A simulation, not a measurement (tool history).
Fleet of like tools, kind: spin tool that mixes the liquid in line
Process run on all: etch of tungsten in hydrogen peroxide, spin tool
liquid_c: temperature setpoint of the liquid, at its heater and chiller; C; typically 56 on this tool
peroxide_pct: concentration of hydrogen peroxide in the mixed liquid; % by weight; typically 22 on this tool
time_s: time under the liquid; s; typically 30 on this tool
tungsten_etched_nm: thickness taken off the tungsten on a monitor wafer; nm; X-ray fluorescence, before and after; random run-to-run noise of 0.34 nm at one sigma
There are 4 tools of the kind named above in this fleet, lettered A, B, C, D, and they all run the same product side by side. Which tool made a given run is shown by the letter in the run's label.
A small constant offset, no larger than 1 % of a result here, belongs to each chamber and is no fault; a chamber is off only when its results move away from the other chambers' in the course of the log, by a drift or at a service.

run,hour,liquid_c,peroxide_pct,time_s,hours since the thermometer was replaced,hours since the peroxide flow meter was replaced,hours since the heated supply line was repaired,hours since the drum of peroxide was connected,"read-back film thickness of the tungsten reference wafer, read on the same gauge (nm)",tungsten_etched_nm
1A,6.7,56,22,30,217.9,543.1,1937.9,473.4,120,62.052
2B,13.5,56,22,30,2653.2,20.7,127.1,45.1,119.98,62.045
3D,25.4,56,22,30,459,538.9,1675.9,377.2,119.95,63.503
4C,32.4,56,22,30,1827.2,461.3,495,288.9,119.98,63.224
5B,39.9,47,22,15,2679.6,47.1,153.5,71.5,120.02,18.113
6C,50.7,47,22,15,1845.5,479.6,513.3,307.2,120.01,18.23
7D,61.4,47,22,15,495,574.9,1711.9,413.2,120.01,18.581
8A,72.1,47,22,15,283.3,608.5,2003.3,538.8,120.01,18.194
9B,81.7,56,22,30,2721.4,88.9,195.3,113.3,119.98,63.739
10C,90.1,56,22,30,1884.9,519,552.7,346.6,120.01,62.776
11D,98.6,56,22,30,532.2,612.1,1749.1,450.4,120.01,63.605
12A,104.3,56,22,30,315.5,640.7,2035.5,571,120.03,63.411
13B,117,56,22,30,2756.7,124.2,230.6,148.6,120,63.092
# hour 119.5: chamber A: peroxide flow meter replaced
14A,124.5,56,22,30,335.7,5.1,2055.7,591.2,120,63.864
15C,136.6,56,22,30,1931.4,565.5,599.2,393.1,119.99,62.922
16D,146.7,56,22,30,580.3,660.2,1797.2,498.5,119.99,63.494
17B,153.4,56,22,30,2793.1,160.6,267,185,119.99,62.936
18A,166.3,56,22,30,377.5,46.9,2097.5,633,120.01,63.826
# hour 173.9: chamber C: peroxide flow meter replaced
19C,177.2,56,22,30,1972,3.4,639.8,433.7,120.02,62.979
20D,184.6,56,22,30,618.2,698.1,1835.1,536.4,120.02,63.699
21D,191.3,56,22,30,624.9,704.8,1841.8,543.1,119.98,63.014
22A,202.9,56,22,30,414.1,83.5,2134.1,669.6,120.06,64.5
23C,215.9,56,22,30,2010.7,42.1,678.5,472.4,119.98,62.699
24B,225.4,56,22,50,2865.1,232.6,339,257,120.02,104.55
25B,237,56,22,50,2876.7,244.2,350.6,268.6,119.97,105.01
26C,248.7,56,22,50,2043.5,74.9,711.3,505.2,120.04,104.18
27D,256.3,56,22,50,689.9,769.8,1906.8,608.1,120.01,106.45
28A,267.9,56,22,30,479.1,148.5,2199.1,734.6,120.01,65.312
# hour 271.3: chamber C: new drum of peroxide connected
29B,275.4,56,22,30,2915.1,282.6,389,307,119.96,63.139
30D,287.3,56,22,30,720.9,800.8,1937.8,639.1,119.98,63.965
31C,297.7,56,22,30,2092.5,123.9,760.3,26.4,120,63.522
32A,305.5,56,22,30,516.7,186.1,2236.7,772.2,119.97,65.04
33A,313.5,56,22,30,524.7,194.1,2244.7,780.2,120.06,65.509
# hour 315.9: chamber B: thermometer replaced
34C,322.7,56,22,50,2117.5,148.9,785.3,51.4,119.99,105.59
35D,332.7,56,22,50,766.3,846.2,1983.2,684.5,120,105.82
36B,341.5,56,22,50,25.6,348.7,455.1,373.1,120.02,103.59
37C,349.7,56,22,50,2144.5,175.9,812.3,78.4,120.01,105.9
38D,359.5,56,22,30,793.1,873,2010,711.3,120.01,63.602

Decide between three cases: one chamber stands off from its peers, the gauge reading all wafers drifts, or nothing is wrong past each chamber's small offset. Where a chamber is off, say which and what most likely put it there.

Chamber A drifts away from the others.
Most likely cause: liquid hotter than its thermometer reads (K) = 0.923.

Here are 4 candidates for chamber A's next run, each the usual settings with a change, their results left as question marks. Which one brings its results back in line with what the others give on the usual settings?
In-line tolerance around the mean of the other chambers on the usual settings: tungsten_etched_nm 1.2 nm
39A-1,368.8,56,20,30,,,,,,?
39A-2,368.8,56,24,30,,,,,,?
39A-3,368.8,56,22.5,30,,,,,,?
39A-4,368.8,56,21.5,30,,,,,,?

Other chambers, usual settings, mean: tungsten_etched_nm 63.125 nm
run,tungsten_etched_nm
39A-1,62.95
39A-2,68.97
39A-3,66.776
39A-4,65.272
Change 39A-1 lands the chamber within the allowed miss of the other chambers.

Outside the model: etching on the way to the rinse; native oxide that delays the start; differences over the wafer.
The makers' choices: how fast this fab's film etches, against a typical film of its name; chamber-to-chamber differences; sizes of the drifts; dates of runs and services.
